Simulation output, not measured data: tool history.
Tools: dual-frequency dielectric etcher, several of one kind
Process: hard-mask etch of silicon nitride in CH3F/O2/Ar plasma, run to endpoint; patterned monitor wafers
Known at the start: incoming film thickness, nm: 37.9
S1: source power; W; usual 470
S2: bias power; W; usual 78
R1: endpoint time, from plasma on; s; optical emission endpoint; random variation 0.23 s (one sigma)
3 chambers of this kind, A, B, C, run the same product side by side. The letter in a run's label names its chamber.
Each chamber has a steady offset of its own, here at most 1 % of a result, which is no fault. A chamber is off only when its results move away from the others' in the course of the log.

run 1A hour=10.8 | S1=470 S2=78 | R1=49.954
run 2C hour=21.9 | S1=470 S2=78 | R1=49.752
run 3B hour=36.2 | S1=470 S2=78 | R1=49.652
run 4A hour=48.1 | S1=470 S2=78 | R1=50.132
run 5C hour=54.8 | S1=470 S2=78 | R1=49.971
run 6B hour=64.7 | S1=470 S2=78 | R1=49.859
run 7A hour=74.5 | S1=430 S2=69 | R1=54.170
run 8C hour=85.8 | S1=430 S2=69 | R1=53.982
run 9B hour=94.2 | S1=430 S2=69 | R1=53.877
run 10B hour=102.5 | S1=470 S2=78 | R1=50.028
run 11C hour=109.5 | S1=470 S2=78 | R1=49.988
run 12A hour=124.9 | S1=470 S2=78 | R1=50.155
run 13C hour=132.6 | S1=470 S2=78 | R1=49.886
run 14A hour=140.2 | S1=400 S2=86 | R1=51.554
run 15B hour=150.1 | S1=400 S2=86 | R1=51.318
run 16A hour=159.8 | S1=400 S2=86 | R1=51.810
run 17B hour=175.2 | S1=470 S2=78 | R1=49.459
-- hour=181.1 chamber C: wet clean of the chamber
run 18C hour=186.9 | S1=470 S2=78 | R1=52.355
-- hour=190.3 chamber A: wet clean of the chamber
run 19A hour=199.0 | S1=470 S2=78 | R1=50.352
run 20C hour=207.0 | S1=470 S2=78 | R1=52.417
run 21B hour=217.4 | S1=470 S2=78 | R1=49.594
run 22A hour=228.2 | S1=470 S2=78 | R1=50.412
run 23C hour=242.9 | S1=470 S2=78 | R1=52.318
run 24B hour=251.6 | S1=470 S2=78 | R1=49.894
run 25B hour=263.1 | S1=470 S2=78 | R1=49.664
run 26A hour=271.8 | S1=470 S2=78 | R1=50.183
run 27C hour=283.4 | S1=470 S2=78 | R1=52.326
run 28C hour=290.7 | S1=470 S2=78 | R1=52.108

What goes on in this fleet: one chamber off, a drifting gauge, or nothing beyond the chambers' own small offsets? Name the chamber and the cause, if any.

A service left chamber C off against the others.
Cause: etch rate under this chamber's usual, % = 4.51.

Here are 4 candidates for chamber C's next run, each the usual settings with a change, their results left as question marks. Which one brings its results back in line with what the others give on the usual settings?
In line means no further than this from the other chambers' mean on the usual settings: R1 0.810 s
run 29C-1 hour=301.7 | S1=520 S2=78 | R1=?
run 29C-2 hour=301.7 | S1=460 S2=77 | R1=?
run 29C-3 hour=301.7 | S1=470 S2=68 | R1=?
run 29C-4 hour=301.7 | S1=470 S2=81 | R1=?

The other chambers' mean on the usual settings: R1 50.035 s
run=29C-1 R1=50.192
run=29C-2 R1=52.799
run=29C-3 R1=54.597
run=29C-4 R1=51.474
29C-1 brings the chamber back in line.

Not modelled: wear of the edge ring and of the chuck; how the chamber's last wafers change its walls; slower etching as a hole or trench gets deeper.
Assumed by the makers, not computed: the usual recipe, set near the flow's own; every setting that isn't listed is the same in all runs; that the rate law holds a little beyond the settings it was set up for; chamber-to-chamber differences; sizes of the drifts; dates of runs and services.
